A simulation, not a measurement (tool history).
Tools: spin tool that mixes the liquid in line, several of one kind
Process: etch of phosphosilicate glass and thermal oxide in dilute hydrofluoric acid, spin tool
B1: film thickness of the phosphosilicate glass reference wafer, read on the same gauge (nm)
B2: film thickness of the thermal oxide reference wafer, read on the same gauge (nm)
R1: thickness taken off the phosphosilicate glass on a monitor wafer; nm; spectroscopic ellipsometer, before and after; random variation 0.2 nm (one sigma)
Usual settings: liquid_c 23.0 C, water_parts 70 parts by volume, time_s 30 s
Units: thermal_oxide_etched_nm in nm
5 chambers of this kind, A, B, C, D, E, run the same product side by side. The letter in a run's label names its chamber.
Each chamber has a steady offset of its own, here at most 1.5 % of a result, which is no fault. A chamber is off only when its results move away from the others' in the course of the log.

Run 1C, hour 8.7: usual settings; B1 80.000; B2 89.993. Result: R1 43.090 nm, thermal_oxide_etched_nm 1.9797 nm.
Run 2D, hour 15.4: usual settings; B1 80.015; B2 90.001. Result: R1 43.550 nm, thermal_oxide_etched_nm 1.9807 nm.
Run 3A, hour 22.0: usual settings; B1 79.983; B2 89.978. Result: R1 43.502 nm, thermal_oxide_etched_nm 2.0257 nm.
Run 4B, hour 30.0: usual settings; B1 80.005; B2 90.017. Result: R1 42.698 nm, thermal_oxide_etched_nm 1.9923 nm.
Run 5E, hour 36.9: usual settings; B1 79.990; B2 90.036. Result: R1 43.159 nm, thermal_oxide_etched_nm 1.9830 nm.
Run 6C, hour 49.1: usual settings; B1 79.991; B2 89.957. Result: R1 42.996 nm, thermal_oxide_etched_nm 1.9649 nm.
Run 7B, hour 58.4: usual settings; B1 79.993; B2 90.001. Result: R1 42.867 nm, thermal_oxide_etched_nm 1.9384 nm.
Run 8A, hour 65.2: usual settings; B1 79.982; B2 89.982. Result: R1 43.659 nm, thermal_oxide_etched_nm 2.0023 nm.
Run 9E, hour 77.5: usual settings; B1 80.012; B2 89.998. Result: R1 43.248 nm, thermal_oxide_etched_nm 2.0262 nm.
Run 10D, hour 84.9: usual settings; B1 80.004; B2 90.017. Result: R1 43.475 nm, thermal_oxide_etched_nm 1.9817 nm.
Run 11A, hour 97.5: usual settings; B1 79.990; B2 89.992. Result: R1 43.288 nm, thermal_oxide_etched_nm 1.9711 nm.
Run 12B, hour 103.4: usual settings; B1 80.044; B2 89.993. Result: R1 43.159 nm, thermal_oxide_etched_nm 1.9787 nm.
Run 13E, hour 112.0: usual settings but liquid_c 25.0 C; B1 80.031; B2 90.004. Result: R1 46.611 nm, thermal_oxide_etched_nm 2.1359 nm.
Run 14C, hour 120.5: usual settings but liquid_c 25.0 C; B1 80.024; B2 89.993. Result: R1 46.429 nm, thermal_oxide_etched_nm 2.0816 nm.
Run 15D, hour 131.3: usual settings but liquid_c 25.0 C; B1 80.020; B2 89.980. Result: R1 47.323 nm, thermal_oxide_etched_nm 2.1050 nm.
Run 16C, hour 137.4: usual settings but liquid_c 25.0 C; B1 80.018; B2 89.980. Result: R1 46.843 nm, thermal_oxide_etched_nm 2.1479 nm.
Run 17D, hour 144.3: usual settings but liquid_c 25.0 C; B1 79.992; B2 89.998. Result: R1 47.032 nm, thermal_oxide_etched_nm 2.1518 nm.
Run 18B, hour 152.7: usual settings but liquid_c 21.5 C, water_parts 55 parts by volume; B1 80.002; B2 90.010. Result: R1 52.108 nm, thermal_oxide_etched_nm 2.3572 nm.
Run 19A, hour 164.6: usual settings but liquid_c 21.5 C, water_parts 55 parts by volume; B1 79.994; B2 90.022. Result: R1 53.160 nm, thermal_oxide_etched_nm 2.4462 nm.
Run 20E, hour 173.6: usual settings but liquid_c 21.5 C, water_parts 55 parts by volume; B1 80.005; B2 89.953. Result: R1 52.160 nm, thermal_oxide_etched_nm 2.3894 nm.
Run 21D, hour 185.5: usual settings but liquid_c 21.5 C, water_parts 55 parts by volume; B1 79.996; B2 89.980. Result: R1 53.112 nm, thermal_oxide_etched_nm 2.3650 nm.
At hour 187.2: chamber A: hydrofluoric acid flow meter replaced.
Run 22C, hour 193.1: usual settings but liquid_c 21.5 C, water_parts 55 parts by volume; B1 79.996; B2 89.997. Result: R1 52.144 nm, thermal_oxide_etched_nm 2.4412 nm.
Run 23E, hour 204.8: usual settings; B1 79.995; B2 89.994. Result: R1 42.896 nm, thermal_oxide_etched_nm 2.0466 nm.
Run 24B, hour 216.9: usual settings; B1 80.004; B2 89.987. Result: R1 42.622 nm, thermal_oxide_etched_nm 2.0065 nm.
Run 25A, hour 222.9: usual settings; B1 80.007; B2 90.015. Result: R1 43.479 nm, thermal_oxide_etched_nm 1.9989 nm.
At hour 223.0: chamber D: hydrofluoric acid flow meter replaced.
Run 26A, hour 228.6: usual settings; B1 79.980; B2 89.997. Result: R1 43.285 nm, thermal_oxide_etched_nm 1.9676 nm.
Run 27D, hour 236.1: usual settings; B1 80.003; B2 90.020. Result: R1 43.450 nm, thermal_oxide_etched_nm 1.9904 nm.
Run 28E, hour 246.9: usual settings; B1 79.994; B2 89.990. Result: R1 43.105 nm, thermal_oxide_etched_nm 1.9785 nm.
Run 29C, hour 255.9: usual settings; B1 80.007; B2 90.011. Result: R1 42.994 nm, thermal_oxide_etched_nm 1.9503 nm.
Run 30B, hour 265.2: usual settings; B1 80.013; B2 89.983. Result: R1 42.712 nm, thermal_oxide_etched_nm 1.9412 nm.
Run 31B, hour 275.2: usual settings; B1 80.010; B2 89.993. Result: R1 42.972 nm, thermal_oxide_etched_nm 1.9834 nm.
Run 32E, hour 282.0: usual settings; B1 80.031; B2 89.991. Result: R1 43.493 nm, thermal_oxide_etched_nm 2.0202 nm.
Run 33C, hour 292.4: usual settings; B1 79.963; B2 89.969. Result: R1 43.091 nm, thermal_oxide_etched_nm 1.9245 nm.

What goes on in this fleet: one chamber off, a drifting gauge, or nothing beyond the chambers' own small offsets? Name the chamber and the cause, if any.

No chamber stands off beyond its own small offset, and the gauge holds steady.

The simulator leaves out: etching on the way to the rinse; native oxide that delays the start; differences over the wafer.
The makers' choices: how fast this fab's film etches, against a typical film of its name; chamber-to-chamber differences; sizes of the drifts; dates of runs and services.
